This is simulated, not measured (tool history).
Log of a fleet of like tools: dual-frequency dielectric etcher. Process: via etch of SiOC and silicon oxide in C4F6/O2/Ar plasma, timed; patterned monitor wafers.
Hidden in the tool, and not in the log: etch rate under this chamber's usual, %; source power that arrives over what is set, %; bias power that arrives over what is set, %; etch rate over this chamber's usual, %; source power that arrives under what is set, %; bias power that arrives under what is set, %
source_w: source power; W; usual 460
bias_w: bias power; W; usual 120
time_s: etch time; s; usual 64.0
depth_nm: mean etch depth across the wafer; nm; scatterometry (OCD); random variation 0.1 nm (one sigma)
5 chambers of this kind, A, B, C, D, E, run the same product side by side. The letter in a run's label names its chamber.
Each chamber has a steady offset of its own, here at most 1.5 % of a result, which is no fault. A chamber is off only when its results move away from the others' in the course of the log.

| run | hour | source_w | bias_w | time_s | hours since the last wet clean | hours since the last source power generator calibration | hours since the last bias power generator calibration | read-back reference wafer on the same gauge, depth_nm | depth_nm |
|---|---|---|---|---|---|---|---|---|---|
| 1D | 6.3 | 460 | 120 | 64.0 | 182.9 | 1406.1 | 2390.9 | 76.866 | 66.910 |
| 2B | 17.7 | 460 | 120 | 64.0 | 241.3 | 1414.6 | 2130.7 | 76.858 | 66.901 |
| 3C | 25.4 | 460 | 120 | 64.0 | 28.1 | 703.9 | 1349.9 | 76.856 | 68.039 |
| 4A | 30.9 | 460 | 120 | 64.0 | 331.7 | 548.7 | 3280.6 | 76.838 | 66.489 |
| 5E | 42.2 | 460 | 120 | 64.0 | 428.7 | 171.3 | 3281.9 | 76.873 | 67.487 |
| 6C | 50.1 | 460 | 120 | 64.0 | 52.8 | 728.6 | 1374.6 | 76.862 | 68.003 |
| 7A | 61.9 | 460 | 120 | 64.0 | 362.7 | 579.7 | 3311.6 | 76.835 | 66.691 |
| 8E | 69.3 | 400 | 120 | 64.0 | 455.8 | 198.4 | 3309.0 | 76.796 | 63.760 |
| 9D | 79.9 | 400 | 120 | 64.0 | 256.5 | 1479.7 | 2464.5 | 76.781 | 62.975 |
| 10B | 87.8 | 400 | 120 | 64.0 | 311.4 | 1484.7 | 2200.8 | 76.779 | 63.376 |
| 11A | 97.2 | 400 | 120 | 64.0 | 398.0 | 615.0 | 3346.9 | 76.783 | 62.911 |
| 12D | 108.1 | 400 | 120 | 64.0 | 284.7 | 1507.9 | 2492.7 | 76.764 | 62.801 |
| 13C | 114.7 | 460 | 120 | 64.0 | 117.4 | 793.2 | 1439.2 | 76.745 | 68.074 |
| 14E | 125.6 | 460 | 120 | 64.0 | 512.1 | 254.7 | 3365.3 | 76.690 | 67.236 |
| 15B | 134.6 | 460 | 120 | 64.0 | 358.2 | 1531.5 | 2247.6 | 76.700 | 66.646 |
| 16E | 142.4 | 460 | 120 | 64.0 | 528.9 | 271.5 | 3382.1 | 76.717 | 67.149 |
| 17D | 149.8 | 460 | 120 | 64.0 | 326.4 | 1549.6 | 2534.4 | 76.715 | 66.434 |
| 18A | 155.7 | 460 | 120 | 64.0 | 456.5 | 673.5 | 3405.4 | 76.681 | 66.370 |
| 19C | 167.3 | 460 | 120 | 64.0 | 170.0 | 845.8 | 1491.8 | 76.674 | 67.778 |
|  | 173.2 | chamber B: wet clean of the chamber |
| 20B | 178.0 | 460 | 120 | 64.0 | 4.9 | 1574.9 | 2291.0 | 76.653 | 66.589 |
| 21B | 189.6 | 460 | 120 | 64.0 | 16.5 | 1586.5 | 2302.6 | 76.642 | 66.747 |
| 22E | 198.8 | 460 | 120 | 64.0 | 585.3 | 327.9 | 3438.5 | 76.645 | 67.218 |
|  | 203.7 | chamber A: wet clean of the chamber |
| 23A | 207.2 | 460 | 120 | 64.0 | 3.6 | 725.0 | 3456.9 | 76.601 | 66.707 |
| 24C | 214.6 | 460 | 120 | 64.0 | 217.3 | 893.1 | 1539.1 | 76.593 | 67.750 |
|  | 223.0 | chamber D: wet clean of the chamber |
| 25D | 223.1 | 460 | 120 | 64.0 | 0.1 | 1622.9 | 2607.7 | 76.595 | 66.407 |
|  | 227.2 | chamber E: wet clean of the chamber |
| 26B | 232.1 | 460 | 120 | 64.0 | 59.0 | 1629.0 | 2345.1 | 76.608 | 66.531 |
| 27A | 238.1 | 460 | 120 | 64.0 | 34.5 | 755.9 | 3487.8 | 76.569 | 66.293 |
| 28D | 248.4 | 460 | 120 | 64.0 | 25.4 | 1648.2 | 2633.0 | 76.552 | 66.402 |
| 29E | 258.5 | 460 | 120 | 64.0 | 31.3 | 387.6 | 3498.2 | 76.563 | 67.147 |
| 30C | 268.2 | 460 | 120 | 64.0 | 270.9 | 946.7 | 1592.7 | 76.537 | 67.855 |
| 31A | 278.0 | 460 | 120 | 64.0 | 74.4 | 795.8 | 3527.7 | 76.512 | 66.329 |
| 32B | 283.8 | 460 | 120 | 64.0 | 110.7 | 1680.7 | 2396.8 | 76.517 | 66.480 |
| 33C | 291.1 | 460 | 120 | 64.0 | 293.8 | 969.6 | 1615.6 | 76.531 | 67.622 |
| 34D | 300.4 | 460 | 120 | 64.0 | 77.4 | 1700.2 | 2685.0 | 76.499 | 66.186 |
| 35E | 307.4 | 460 | 120 | 64.0 | 80.2 | 436.5 | 3547.1 | 76.488 | 66.935 |
| 36C | 313.4 | 460 | 120 | 64.0 | 316.1 | 991.9 | 1637.9 | 76.505 | 67.795 |
| 37D | 319.6 | 460 | 120 | 64.0 | 96.6 | 1719.4 | 2704.2 | 76.483 | 66.331 |
| 38E | 330.8 | 460 | 120 | 64.0 | 103.6 | 459.9 | 3570.5 | 76.447 | 67.135 |
| 39B | 339.1 | 460 | 120 | 64.0 | 166.0 | 1736.0 | 2452.1 | 76.448 | 66.427 |
| 40A | 347.2 | 520 | 120 | 46.5 | 143.6 | 865.0 | 3596.9 | 76.411 | 50.590 |
| 41E | 357.8 | 520 | 120 | 46.5 | 130.6 | 486.9 | 3597.5 | 76.400 | 51.168 |

Next, every chamber runs the same settings. What will each give?
| 42A | 366.3 | 460 | 130 | 64.0 |  |  |  |  | ? |
| 42B | 366.3 | 460 | 130 | 64.0 |  |  |  |  | ? |
| 42C | 366.3 | 460 | 130 | 64.0 |  |  |  |  | ? |
| 42D | 366.3 | 460 | 130 | 64.0 |  |  |  |  | ? |
| 42E | 366.3 | 460 | 130 | 64.0 |  |  |  |  | ? |

| run | depth_nm |
|---|---|
| 42A | 67.731 |
| 42B | 67.815 |
| 42C | 69.395 |
| 42D | 67.954 |
| 42E | 68.422 |

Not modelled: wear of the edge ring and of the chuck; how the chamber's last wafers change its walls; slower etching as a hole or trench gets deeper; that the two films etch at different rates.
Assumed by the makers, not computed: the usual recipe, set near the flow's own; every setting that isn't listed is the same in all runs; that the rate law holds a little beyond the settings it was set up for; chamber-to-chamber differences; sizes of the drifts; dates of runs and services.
